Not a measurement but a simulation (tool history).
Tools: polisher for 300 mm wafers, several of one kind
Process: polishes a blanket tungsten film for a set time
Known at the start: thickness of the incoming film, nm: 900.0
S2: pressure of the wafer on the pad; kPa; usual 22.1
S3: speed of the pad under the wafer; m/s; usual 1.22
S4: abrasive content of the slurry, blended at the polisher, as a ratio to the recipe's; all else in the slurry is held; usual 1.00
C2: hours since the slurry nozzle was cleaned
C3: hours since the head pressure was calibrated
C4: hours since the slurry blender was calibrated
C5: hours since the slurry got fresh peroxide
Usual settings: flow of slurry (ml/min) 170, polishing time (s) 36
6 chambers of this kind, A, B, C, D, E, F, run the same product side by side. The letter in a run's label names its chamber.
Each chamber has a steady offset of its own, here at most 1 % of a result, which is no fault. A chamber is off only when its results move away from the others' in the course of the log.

-- hour=0.8 chamber C: slurry blender recalibrated
-- hour=4.9 chamber D: worn pad replaced by a new one
-- hour=8.9 chamber A: slurry blender recalibrated
run 1C hour=10.5 | flow_of_slurry_(ml/min)=170 S2=22.1 S3=1.22 S4=1.00 polishing_time_(s)=36 | wafers_polished_on_this_pad=368 C2=638.3 C3=378.7 C4=9.8 C5=61.3 | film_removed_(nm)=194.63
run 2B hour=17.3 | flow_of_slurry_(ml/min)=170 S2=22.1 S3=1.22 S4=1.00 polishing_time_(s)=36 | wafers_polished_on_this_pad=834 C2=165.3 C3=845.8 C4=300.0 C5=38.6 | film_removed_(nm)=197.13
-- hour=20.8 chamber C: slurry nozzle cleaned
-- hour=22.0 chamber B: worn pad replaced by a new one
run 3A hour=27.9 | flow_of_slurry_(ml/min)=170 S2=22.1 S3=1.22 S4=1.00 polishing_time_(s)=36 | wafers_polished_on_this_pad=597 C2=135.6 C3=40.4 C4=19.1 C5=43.4 | film_removed_(nm)=197.59
-- hour=31.0 chamber A: worn pad replaced by a new one
-- hour=37.2 chamber F: worn pad replaced by a new one
run 4E hour=41.5 | flow_of_slurry_(ml/min)=170 S2=22.1 S3=1.22 S4=1.00 polishing_time_(s)=36 | wafers_polished_on_this_pad=543 C2=126.0 C3=1060.4 C4=148.9 C5=92.6 | film_removed_(nm)=195.43
-- hour=43.8 chamber C: slurry tank refilled with fresh slurry and peroxide
-- hour=44.2 chamber F: slurry tank refilled with fresh slurry and peroxide
run 5D hour=51.6 | flow_of_slurry_(ml/min)=170 S2=22.1 S3=1.00 S4=1.00 polishing_time_(s)=36 | wafers_polished_on_this_pad=419 C2=367.3 C3=272.8 C4=308.4 C5=85.3 | film_removed_(nm)=159.96
-- hour=58.5 chamber D: slurry blender recalibrated
run 6F hour=62.6 | flow_of_slurry_(ml/min)=170 S2=22.1 S3=1.00 S4=1.00 polishing_time_(s)=36 | wafers_polished_on_this_pad=227 C2=421.4 C3=201.2 C4=311.1 C5=18.4 | film_removed_(nm)=161.99
run 7A hour=72.7 | flow_of_slurry_(ml/min)=170 S2=22.1 S3=1.00 S4=1.00 polishing_time_(s)=36 | wafers_polished_on_this_pad=374 C2=180.4 C3=85.2 C4=63.9 C5=88.2 | film_removed_(nm)=161.33
-- hour=80.2 chamber E: slurry tank refilled with fresh slurry and peroxide
run 8B hour=80.7 | flow_of_slurry_(ml/min)=170 S2=22.1 S3=1.00 S4=1.00 polishing_time_(s)=36 | wafers_polished_on_this_pad=526 C2=228.7 C3=909.2 C4=363.4 C5=102.0 | film_removed_(nm)=160.47
-- hour=85.7 chamber B: slurry blender recalibrated
-- hour=90.6 chamber D: worn pad replaced by a new one
run 9E hour=94.4 | flow_of_slurry_(ml/min)=170 S2=22.1 S3=1.00 S4=1.00 polishing_time_(s)=36 | wafers_polished_on_this_pad=1017 C2=178.9 C3=1113.3 C4=201.8 C5=14.2 | film_removed_(nm)=161.67
-- hour=97.0 chamber F: slurry blender recalibrated
run 10C hour=105.6 | flow_of_slurry_(ml/min)=170 S2=22.1 S3=1.00 S4=1.00 polishing_time_(s)=36 | wafers_polished_on_this_pad=1221 C2=84.8 C3=473.8 C4=104.9 C5=61.8 | film_removed_(nm)=158.83
-- hour=110.3 chamber A: worn pad replaced by a new one
-- hour=111.6 chamber B: worn pad replaced by a new one
-- hour=111.8 chamber E: slurry blender recalibrated
-- hour=114.7 chamber C: head pressure recalibrated
run 11D hour=121.0 | flow_of_slurry_(ml/min)=170 S2=16.5 S3=1.22 S4=1.00 polishing_time_(s)=36 | wafers_polished_on_this_pad=273 C2=436.7 C3=342.2 C4=62.5 C5=154.7 | film_removed_(nm)=144.70
-- hour=123.0 chamber F: slurry tank refilled with fresh slurry and peroxide
-- hour=133.3 chamber C: worn pad replaced by a new one
run 12F hour=134.7 | flow_of_slurry_(ml/min)=170 S2=16.5 S3=1.22 S4=1.00 polishing_time_(s)=36 | wafers_polished_on_this_pad=874 C2=493.5 C3=273.3 C4=37.8 C5=11.7 | film_removed_(nm)=146.54
-- hour=135.5 chamber B: slurry tank refilled with fresh slurry and peroxide
-- hour=139.2 chamber C: slurry tank refilled with fresh slurry and peroxide
-- hour=139.9 chamber E: worn pad replaced by a new one
run 13F hour=142.0 | flow_of_slurry_(ml/min)=170 S2=16.5 S3=1.22 S4=1.00 polishing_time_(s)=36 | wafers_polished_on_this_pad=939 C2=500.8 C3=280.6 C4=45.1 C5=19.0 | film_removed_(nm)=147.45
-- hour=143.3 chamber F: worn pad replaced by a new one
-- hour=147.2 chamber A: slurry blender recalibrated
run 14C hour=151.2 | flow_of_slurry_(ml/min)=170 S2=16.5 S3=1.22 S4=1.00 polishing_time_(s)=36 | wafers_polished_on_this_pad=160 C2=130.4 C3=36.5 C4=150.5 C5=12.1 | film_removed_(nm)=148.53
-- hour=152.4 chamber D: slurry tank refilled with fresh slurry and peroxide
-- hour=157.7 chamber A: slurry tank refilled with fresh slurry and peroxide
-- hour=159.2 chamber B: slurry nozzle cleaned
run 15B hour=159.6 | flow_of_slurry_(ml/min)=170 S2=16.5 S3=1.22 S4=1.00 polishing_time_(s)=36 | wafers_polished_on_this_pad=430 C2=0.5 C3=988.1 C4=74.0 C5=24.2 | film_removed_(nm)=147.72
-- hour=165.7 chamber D: worn pad replaced by a new one
run 16A hour=168.4 | flow_of_slurry_(ml/min)=170 S2=16.5 S3=1.22 S4=1.00 polishing_time_(s)=36 | wafers_polished_on_this_pad=521 C2=276.1 C3=180.9 C4=21.2 C5=10.8 | film_removed_(nm)=146.33
run 17D hour=178.4 | flow_of_slurry_(ml/min)=170 S2=22.1 S3=1.22 S4=1.00 polishing_time_(s)=36 | wafers_polished_on_this_pad=114 C2=494.1 C3=399.6 C4=119.9 C5=26.0 | film_removed_(nm)=195.10
run 18E hour=192.6 | flow_of_slurry_(ml/min)=170 S2=22.1 S3=1.22 S4=1.00 polishing_time_(s)=36 | wafers_polished_on_this_pad=472 C2=277.1 C3=1211.5 C4=80.9 C5=112.4 | film_removed_(nm)=192.88
-- hour=194.6 chamber A: worn pad replaced by a new one
run 19B hour=200.5 | flow_of_slurry_(ml/min)=170 S2=22.1 S3=1.22 S4=1.00 polishing_time_(s)=36 | wafers_polished_on_this_pad=797 C2=41.4 C3=1029.0 C4=114.9 C5=65.1 | film_removed_(nm)=198.09
-- hour=207.2 chamber F: slurry nozzle cleaned
-- hour=208.7 chamber A: slurry nozzle cleaned
run 20C hour=215.9 | flow_of_slurry_(ml/min)=170 S2=22.1 S3=1.22 S4=1.00 polishing_time_(s)=36 | wafers_polished_on_this_pad=740 C2=195.1 C3=101.2 C4=215.2 C5=76.8 | film_removed_(nm)=195.12
-- hour=216.3 chamber F: slurry tank refilled with fresh slurry and peroxide
-- hour=217.1 chamber B: worn pad replaced by a new one
-- hour=220.8 chamber E: slurry tank refilled with fresh slurry and peroxide
run 21D hour=226.9 | flow_of_slurry_(ml/min)=170 S2=22.1 S3=1.22 S4=0.90 polishing_time_(s)=36 | wafers_polished_on_this_pad=548 C2=542.6 C3=448.1 C4=168.4 C5=74.5 | film_removed_(nm)=192.21
-- hour=229.3 chamber C: slurry blender recalibrated
-- hour=232.0 chamber F: worn pad replaced by a new one
run 22A hour=235.9 | flow_of_slurry_(ml/min)=170 S2=22.1 S3=1.22 S4=0.90 polishing_time_(s)=36 | wafers_polished_on_this_pad=370 C2=27.3 C3=248.4 C4=88.7 C5=78.3 | film_removed_(nm)=191.09
-- hour=242.6 chamber D: worn pad replaced by a new one
run 23E hour=244.8 | flow_of_slurry_(ml/min)=170 S2=22.1 S3=1.22 S4=0.90 polishing_time_(s)=36 | wafers_polished_on_this_pad=940 C2=329.3 C3=1263.7 C4=133.1 C5=24.0 | film_removed_(nm)=184.41
-- hour=245.4 chamber A: head pressure recalibrated
-- hour=245.5 chamber C: slurry tank refilled with fresh slurry and peroxide
run 24F hour=258.3 | flow_of_slurry_(ml/min)=170 S2=22.1 S3=1.22 S4=0.90 polishing_time_(s)=36 | wafers_polished_on_this_pad=236 C2=51.1 C3=396.9 C4=161.4 C5=42.0 | film_removed_(nm)=190.84
-- hour=262.0 chamber A: slurry blender recalibrated
-- hour=266.4 chamber A: worn pad replaced by a new one
run 25D hour=270.7 | flow_of_slurry_(ml/min)=170 S2=22.1 S3=1.22 S4=0.90 polishing_time_(s)=36 | wafers_polished_on_this_pad=252 C2=586.4 C3=491.9 C4=212.2 C5=118.3 | film_removed_(nm)=192.66
-- hour=281.0 chamber C: worn pad replaced by a new one
run 26C hour=285.9 | flow_of_slurry_(ml/min)=170 S2=22.1 S3=1.22 S4=0.90 polishing_time_(s)=36 | wafers_polished_on_this_pad=44 C2=265.1 C3=171.2 C4=56.6 C5=40.5 | film_removed_(nm)=190.44
run 27B hour=298.0 | flow_of_slurry_(ml/min)=170 S2=22.1 S3=1.22 S4=1.00 polishing_time_(s)=36 | wafers_polished_on_this_pad=725 C2=138.9 C3=1126.5 C4=212.4 C5=162.6 | film_removed_(nm)=197.04
-- hour=299.7 chamber E: worn pad replaced by a new one
-- hour=309.1 chamber E: slurry blender recalibrated
-- hour=311.2 chamber B: slurry tank refilled with fresh slurry and peroxide
run 28A hour=313.3 | flow_of_slurry_(ml/min)=170 S2=22.1 S3=1.22 S4=1.00 polishing_time_(s)=36 | wafers_polished_on_this_pad=420 C2=104.7 C3=67.9 C4=51.4 C5=155.7 | film_removed_(nm)=193.72
-- hour=315.1 chamber F: slurry tank refilled with fresh slurry and peroxide
-- hour=319.0 chamber B: worn pad replaced by a new one
-- hour=324.3 chamber D: slurry nozzle cleaned
run 29E hour=329.0 | flow_of_slurry_(ml/min)=170 S2=22.1 S3=1.22 S4=1.00 polishing_time_(s)=36 | wafers_polished_on_this_pad=263 C2=413.5 C3=1347.9 C4=19.9 C5=108.2 | film_removed_(nm)=182.71
-- hour=331.0 chamber D: slurry tank refilled with fresh slurry and peroxide
-- hour=331.9 chamber F: worn pad replaced by a new one
-- hour=332.5 chamber D: worn pad replaced by a new one
run 30F hour=339.1 | flow_of_slurry_(ml/min)=170 S2=22.1 S3=1.22 S4=1.00 polishing_time_(s)=36 | wafers_polished_on_this_pad=64 C2=131.9 C3=477.7 C4=242.2 C5=24.0 | film_removed_(nm)=197.37
-- hour=341.7 chamber C: slurry tank refilled with fresh slurry and peroxide
-- hour=344.3 chamber A: worn pad replaced by a new one
-- hour=345.3 chamber D: slurry blender recalibrated
run 31C hour=352.4 | flow_of_slurry_(ml/min)=170 S2=22.1 S3=1.22 S4=1.00 polishing_time_(s)=36 | wafers_polished_on_this_pad=640 C2=331.6 C3=237.7 C4=123.1 C5=10.7 | film_removed_(nm)=192.69
-- hour=356.4 chamber A: slurry tank refilled with fresh slurry and peroxide
run 32E hour=361.4 | flow_of_slurry_(ml/min)=170 S2=22.1 S3=1.22 S4=1.00 polishing_time_(s)=36 | wafers_polished_on_this_pad=553 C2=445.9 C3=1380.3 C4=52.3 C5=140.6 | film_removed_(nm)=178.00
run 33A hour=370.0 | flow_of_slurry_(ml/min)=170 S2=22.1 S3=1.22 S4=1.00 polishing_time_(s)=36 | wafers_polished_on_this_pad=230 C2=161.4 C3=124.6 C4=108.1 C5=13.6 | film_removed_(nm)=196.67
run 34F hour=384.1 | flow_of_slurry_(ml/min)=170 S2=22.1 S3=1.22 S4=1.00 polishing_time_(s)=36 | wafers_polished_on_this_pad=467 C2=176.9 C3=522.7 C4=287.2 C5=69.0 | film_removed_(nm)=200.98
-- hour=389.6 chamber B: slurry blender recalibrated
run 35D hour=392.3 | flow_of_slurry_(ml/min)=170 S2=22.1 S3=1.22 S4=1.00 polishing_time_(s)=36 | wafers_polished_on_this_pad=536 C2=68.1 C3=613.5 C4=47.1 C5=61.3 | film_removed_(nm)=193.51
run 36B hour=399.6 | flow_of_slurry_(ml/min)=190 S2=22.1 S3=1.22 S4=1.15 polishing_time_(s)=36 | wafers_polished_on_this_pad=722 C2=240.5 C3=1228.1 C4=10.1 C5=88.5 | film_removed_(nm)=207.94

All 6 chambers run these settings next. Forecast each chamber's results:
run 37A hour=410.9 | flow_of_slurry_(ml/min)=170 S2=22.1 S3=1.22 S4=1.00 polishing_time_(s)=36 | film_removed_(nm)=?
run 37B hour=410.9 | flow_of_slurry_(ml/min)=170 S2=22.1 S3=1.22 S4=1.00 polishing_time_(s)=36 | film_removed_(nm)=?
run 37C hour=410.9 | flow_of_slurry_(ml/min)=170 S2=22.1 S3=1.22 S4=1.00 polishing_time_(s)=36 | film_removed_(nm)=?
run 37D hour=410.9 | flow_of_slurry_(ml/min)=170 S2=22.1 S3=1.22 S4=1.00 polishing_time_(s)=36 | film_removed_(nm)=?
run 37E hour=410.9 | flow_of_slurry_(ml/min)=170 S2=22.1 S3=1.22 S4=1.00 polishing_time_(s)=36 | film_removed_(nm)=?
run 37F hour=410.9 | flow_of_slurry_(ml/min)=170 S2=22.1 S3=1.22 S4=1.00 polishing_time_(s)=36 | film_removed_(nm)=?

run=37A film_removed_(nm)=194.30
run=37B film_removed_(nm)=197.73
run=37C film_removed_(nm)=197.52
run=37D film_removed_(nm)=195.28
run=37E film_removed_(nm)=175.87
run=37F film_removed_(nm)=196.02
